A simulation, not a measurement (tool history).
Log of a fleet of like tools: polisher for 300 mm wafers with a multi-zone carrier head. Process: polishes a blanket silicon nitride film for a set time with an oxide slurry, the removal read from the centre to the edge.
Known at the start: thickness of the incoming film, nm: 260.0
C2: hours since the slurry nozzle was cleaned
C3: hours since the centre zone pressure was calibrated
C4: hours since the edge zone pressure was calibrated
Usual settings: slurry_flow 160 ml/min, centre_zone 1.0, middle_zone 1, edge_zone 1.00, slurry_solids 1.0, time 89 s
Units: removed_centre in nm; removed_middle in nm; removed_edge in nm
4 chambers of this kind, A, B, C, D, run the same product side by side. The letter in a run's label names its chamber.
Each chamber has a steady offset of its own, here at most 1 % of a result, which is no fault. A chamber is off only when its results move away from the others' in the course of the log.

Run 1C, hour 6.3: usual settings; wafers polished on this pad 507; C2 532.1; C3 841.9; C4 206.1. Result: removed_centre 70.478 nm, removed_middle 67.594 nm, removed_edge 68.412 nm.
Run 2D, hour 16.0: usual settings; wafers polished on this pad 555; C2 137.1; C3 812.5; C4 285.6. Result: removed_centre 67.727 nm, removed_middle 67.334 nm, removed_edge 66.919 nm.
Run 3A, hour 23.5: usual settings; wafers polished on this pad 557; C2 429.4; C3 79.4; C4 956.4. Result: removed_centre 67.431 nm, removed_middle 68.169 nm, removed_edge 69.150 nm.
At hour 24.9: chamber D: worn pad replaced by a new one.
Run 4B, hour 33.7: usual settings; wafers polished on this pad 680; C2 287.9; C3 188.5; C4 689.7. Result: removed_centre 70.052 nm, removed_middle 67.380 nm, removed_edge 68.303 nm.
Run 5A, hour 41.2: usual settings; wafers polished on this pad 649; C2 447.1; C3 97.1; C4 974.1. Result: removed_centre 69.033 nm, removed_middle 68.438 nm, removed_edge 69.020 nm.
Run 6D, hour 46.1: usual settings but slurry_solids 0.9; wafers polished on this pad 111; C2 167.2; C3 842.6; C4 315.7. Result: removed_centre 64.513 nm, removed_middle 64.547 nm, removed_edge 64.883 nm.
Run 7B, hour 55.6: usual settings but slurry_solids 0.9; wafers polished on this pad 795; C2 309.8; C3 210.4; C4 711.6. Result: removed_centre 65.178 nm, removed_middle 64.543 nm, removed_edge 63.803 nm.
Run 8C, hour 62.2: usual settings but slurry_solids 0.9; wafers polished on this pad 799; C2 588.0; C3 897.8; C4 262.0. Result: removed_centre 64.885 nm, removed_middle 64.692 nm, removed_edge 64.660 nm.
At hour 70.2: chamber A: worn pad replaced by a new one.
Run 9B, hour 73.0: usual settings but slurry_solids 0.9; wafers polished on this pad 886; C2 327.2; C3 227.8; C4 729.0. Result: removed_centre 64.082 nm, removed_middle 64.221 nm, removed_edge 64.781 nm.
Run 10C, hour 79.2: usual settings; wafers polished on this pad 888; C2 605.0; C3 914.8; C4 279.0. Result: removed_centre 67.893 nm, removed_middle 68.196 nm, removed_edge 68.681 nm.
At hour 84.0: chamber D: slurry nozzle cleaned.
Run 11A, hour 86.4: usual settings but centre_zone 0.9, edge_zone 1.09; wafers polished on this pad 84; C2 492.3; C3 142.3; C4 1019.3. Result: removed_centre 61.036 nm, removed_middle 69.196 nm, removed_edge 72.630 nm.
Run 12D, hour 95.6: usual settings but centre_zone 0.9, edge_zone 1.09; wafers polished on this pad 370; C2 11.7; C3 892.1; C4 365.2. Result: removed_centre 60.467 nm, removed_middle 66.893 nm, removed_edge 70.825 nm.
Run 13D, hour 101.1: usual settings but centre_zone 0.9, edge_zone 1.09; wafers polished on this pad 399; C2 17.2; C3 897.6; C4 370.7. Result: removed_centre 62.166 nm, removed_middle 67.549 nm, removed_edge 71.120 nm.
At hour 104.2: chamber B: worn pad replaced by a new one.
At hour 108.1: chamber C: centre zone pressure recalibrated.
Run 14C, hour 110.2: usual settings but centre_zone 0.9, edge_zone 1.09; wafers polished on this pad 1051; C2 636.0; C3 2.2; C4 310.0. Result: removed_centre 59.658 nm, removed_middle 67.175 nm, removed_edge 72.368 nm.
Run 15B, hour 115.1: usual settings; wafers polished on this pad 57; C2 369.3; C3 269.9; C4 771.1. Result: removed_centre 65.961 nm, removed_middle 67.379 nm, removed_edge 67.141 nm.
Run 16A, hour 125.2: usual settings; wafers polished on this pad 288; C2 531.1; C3 181.1; C4 1058.1. Result: removed_centre 68.405 nm, removed_middle 67.552 nm, removed_edge 69.359 nm.
At hour 126.6: chamber C: worn pad replaced by a new one.
Run 17C, hour 132.5: usual settings; wafers polished on this pad 31; C2 658.3; C3 24.5; C4 332.3. Result: removed_centre 68.708 nm, removed_middle 67.095 nm, removed_edge 69.075 nm.
Run 18A, hour 141.6: usual settings; wafers polished on this pad 373; C2 547.5; C3 197.5; C4 1074.5. Result: removed_centre 68.729 nm, removed_middle 68.284 nm, removed_edge 68.229 nm.
Run 19D, hour 149.5: usual settings; wafers polished on this pad 652; C2 65.6; C3 946.0; C4 419.1. Result: removed_centre 68.521 nm, removed_middle 67.745 nm, removed_edge 67.117 nm.
Run 20B, hour 159.0: usual settings; wafers polished on this pad 287; C2 413.2; C3 313.8; C4 815.0. Result: removed_centre 65.524 nm, removed_middle 67.895 nm, removed_edge 67.319 nm.
At hour 167.0: chamber D: worn pad replaced by a new one.
At hour 167.3: chamber A: edge zone pressure recalibrated.
Run 21C, hour 169.5: usual settings; wafers polished on this pad 225; C2 695.3; C3 61.5; C4 369.3. Result: removed_centre 68.359 nm, removed_middle 67.968 nm, removed_edge 68.345 nm.
At hour 174.8: chamber C: slurry nozzle cleaned.
Run 22D, hour 175.2: usual settings; wafers polished on this pad 43; C2 91.3; C3 971.7; C4 444.8. Result: removed_centre 69.907 nm, removed_middle 68.625 nm, removed_edge 68.078 nm.
Run 23A, hour 181.5: usual settings; wafers polished on this pad 582; C2 587.4; C3 237.4; C4 14.3. Result: removed_centre 69.239 nm, removed_middle 68.470 nm, removed_edge 68.331 nm.
Run 24B, hour 188.7: usual settings; wafers polished on this pad 442; C2 442.9; C3 343.5; C4 844.7. Result: removed_centre 66.301 nm, removed_middle 67.742 nm, removed_edge 68.082 nm.
Run 25B, hour 193.6: usual settings; wafers polished on this pad 468; C2 447.8; C3 348.4; C4 849.6. Result: removed_centre 63.773 nm, removed_middle 67.965 nm, removed_edge 67.821 nm.
Run 26D, hour 199.7: usual settings; wafers polished on this pad 171; C2 115.8; C3 996.2; C4 469.3. Result: removed_centre 68.765 nm, removed_middle 67.940 nm, removed_edge 67.724 nm.
At hour 201.4: chamber A: slurry nozzle cleaned.
Run 27C, hour 205.0: usual settings; wafers polished on this pad 410; C2 30.3; C3 97.0; C4 404.8. Result: removed_centre 68.684 nm, removed_middle 68.501 nm, removed_edge 67.193 nm.
Run 28A, hour 214.6: usual settings; wafers polished on this pad 756; C2 13.2; C3 270.5; C4 47.4. Result: removed_centre 67.492 nm, removed_middle 68.677 nm, removed_edge 69.263 nm.
Run 29C, hour 223.0: usual settings; wafers polished on this pad 505; C2 48.3; C3 115.0; C4 422.8. Result: removed_centre 66.442 nm, removed_middle 66.829 nm, removed_edge 68.539 nm.
At hour 226.1: chamber A: worn pad replaced by a new one.
Run 30B, hour 230.3: usual settings; wafers polished on this pad 660; C2 484.5; C3 385.1; C4 886.3. Result: removed_centre 63.920 nm, removed_middle 67.734 nm, removed_edge 67.699 nm.
Run 31A, hour 239.7: usual settings but slurry_flow 210 ml/min; wafers polished on this pad 71; C2 38.3; C3 295.6; C4 72.5. Result: removed_centre 73.891 nm, removed_middle 71.461 nm, removed_edge 70.590 nm.
Run 32D, hour 246.8: usual settings but slurry_flow 210 ml/min; wafers polished on this pad 418; C2 162.9; C3 1043.3; C4 516.4. Result: removed_centre 71.719 nm, removed_middle 70.066 nm, removed_edge 69.634 nm.
Run 33D, hour 252.5: usual settings but slurry_flow 210 ml/min; wafers polished on this pad 448; C2 168.6; C3 1049.0; C4 522.1. Result: removed_centre 69.749 nm, removed_middle 70.208 nm, removed_edge 69.902 nm.
Run 34B, hour 262.7: usual settings but slurry_flow 210 ml/min; wafers polished on this pad 830; C2 516.9; C3 417.5; C4 918.7. Result: removed_centre 66.047 nm, removed_middle 71.282 nm, removed_edge 70.394 nm.

Next, every chamber runs the same settings. What will each give?
Run 35A, hour 270.5: usual settings but slurry_flow 185 ml/min. Result: removed_centre ?, removed_middle ?, removed_edge ?.
Run 35B, hour 270.5: usual settings but slurry_flow 185 ml/min. Result: removed_centre ?, removed_middle ?, removed_edge ?.
Run 35C, hour 270.5: usual settings but slurry_flow 185 ml/min. Result: removed_centre ?, removed_middle ?, removed_edge ?.
Run 35D, hour 270.5: usual settings but slurry_flow 185 ml/min. Result: removed_centre ?, removed_middle ?, removed_edge ?.

run  removed_centre  removed_middle  removed_edge
35A          70.078          70.485        69.597
35B          64.360          69.338        68.849
35C          69.800          69.553        69.553
35D          68.290          69.519        68.928

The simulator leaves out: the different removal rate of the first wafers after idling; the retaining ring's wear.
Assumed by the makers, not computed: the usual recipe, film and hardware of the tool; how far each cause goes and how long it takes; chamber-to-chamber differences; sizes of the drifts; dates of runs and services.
